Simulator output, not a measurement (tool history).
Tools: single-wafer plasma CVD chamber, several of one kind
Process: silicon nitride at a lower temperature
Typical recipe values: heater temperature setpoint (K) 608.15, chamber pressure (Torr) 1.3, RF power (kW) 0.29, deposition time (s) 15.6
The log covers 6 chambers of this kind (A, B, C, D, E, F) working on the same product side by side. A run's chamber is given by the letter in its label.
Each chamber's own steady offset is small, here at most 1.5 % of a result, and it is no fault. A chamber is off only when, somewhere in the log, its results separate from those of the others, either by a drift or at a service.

run,hour,heater temperature setpoint (K),chamber pressure (Torr),RF power (kW),deposition time (s),"read-back reference wafer on the same gauge, thickness_nm",mean film thickness on the monitor wafer (nm)
1F,10.1,608.15,1.3,0.29,15.6,14.297,17.054
2D,17.2,608.15,1.3,0.29,15.6,14.295,16.986
3E,25.9,608.15,1.3,0.29,15.6,14.299,17.272
4C,39,608.15,1.3,0.29,15.6,14.299,17.01
5B,50.9,608.15,1.3,0.29,15.6,14.299,16.951
6A,63.4,608.15,1.3,0.29,15.6,14.298,17.028
7E,71.3,608.15,1.3,0.29,15.6,14.298,17.244
8D,82.8,608.15,1.3,0.25,15.6,14.296,15.253
9B,94,608.15,1.3,0.25,15.6,14.295,15.258
# hour 98.7: chamber E: RF generator calibrated
10C,103.6,608.15,1.3,0.25,15.6,14.3,15.235
11F,115.7,608.15,1.3,0.25,15.6,14.293,15.385
12A,129.9,608.15,1.3,0.25,15.6,14.302,15.388
13E,145.2,608.15,1.3,0.25,15.6,14.296,15.56
14A,153.6,608.15,1.3,0.29,15.6,14.295,17.059
15C,162,608.15,1.3,0.29,15.6,14.303,16.909
# hour 170.7: chamber F: capacitance manometer re-zeroed and calibrated
16D,176.8,608.15,1.3,0.29,15.6,14.299,16.829
17F,188.8,608.15,1.3,0.29,15.6,14.298,16.984
18B,200.1,608.15,1.3,0.29,15.6,14.3,16.894
19A,212,608.15,1.3,0.29,15.6,14.303,17.118
# hour 226.2: chamber A: thermocouple changed; heater temperature recalibrated
20C,226.9,608.15,1.3,0.25,14.5,14.3,14.177
21B,235.8,608.15,1.3,0.25,14.5,14.303,14.212
22D,245.9,608.15,1.3,0.25,14.5,14.296,14.253
23E,253.5,608.15,1.3,0.25,14.5,14.297,14.346
24F,261.7,608.15,1.3,0.25,14.5,14.294,14.242
25A,272.4,608.15,1.3,0.25,14.5,14.291,14.301
# hour 275.8: chamber F: RF generator calibrated
26E,281.5,608.15,1.3,0.29,15.6,14.29,17.167
27B,291.5,598.15,1.3,0.345,15.6,14.305,19.068
28C,302.8,598.15,1.3,0.345,15.6,14.308,19.168
29F,317.7,598.15,1.3,0.345,15.6,14.308,19.2
30D,331.1,598.15,1.3,0.345,15.6,14.308,19.007
31B,339,598.15,1.3,0.345,15.6,14.311,19.121
32C,350.7,598.15,1.3,0.345,15.6,14.297,19.192
33F,361.5,608.15,1.3,0.29,15.6,14.296,17.023
34A,373.9,608.15,1.3,0.29,15.6,14.302,17.085
35D,387,608.15,1.3,0.29,15.6,14.3,16.884
# hour 397.9: chamber D: RF generator calibrated
36E,400.7,608.15,1.3,0.29,15.6,14.307,17.176
37B,414,602.15,1.3,0.29,15.6,14.315,16.913
38A,426.9,602.15,1.3,0.29,15.6,14.292,17.064
39F,442.1,602.15,1.3,0.29,15.6,14.293,16.997
40E,455.9,602.15,1.3,0.29,15.6,14.3,17.198
# hour 462.7: chamber C: RF generator calibrated
41C,462.7,602.15,1.3,0.29,15.6,14.3,17.07
42D,472.6,602.15,1.3,0.29,15.6,14.296,16.989
43F,481.6,608.15,1.3,0.29,15.6,14.306,17.033

Next, all 6 chambers run the settings below, one line each with question marks for the results. What does each chamber give?
44A,492.5,595.15,1.3,0.29,15.6,,?
44B,492.5,595.15,1.3,0.29,15.6,,?
44C,492.5,595.15,1.3,0.29,15.6,,?
44D,492.5,595.15,1.3,0.29,15.6,,?
44E,492.5,595.15,1.3,0.29,15.6,,?
44F,492.5,595.15,1.3,0.29,15.6,,?

run,mean film thickness on the monitor wafer (nm)
44A,17.114
44B,17.033
44C,17.047
44D,16.95
44E,17.308
44F,17.093
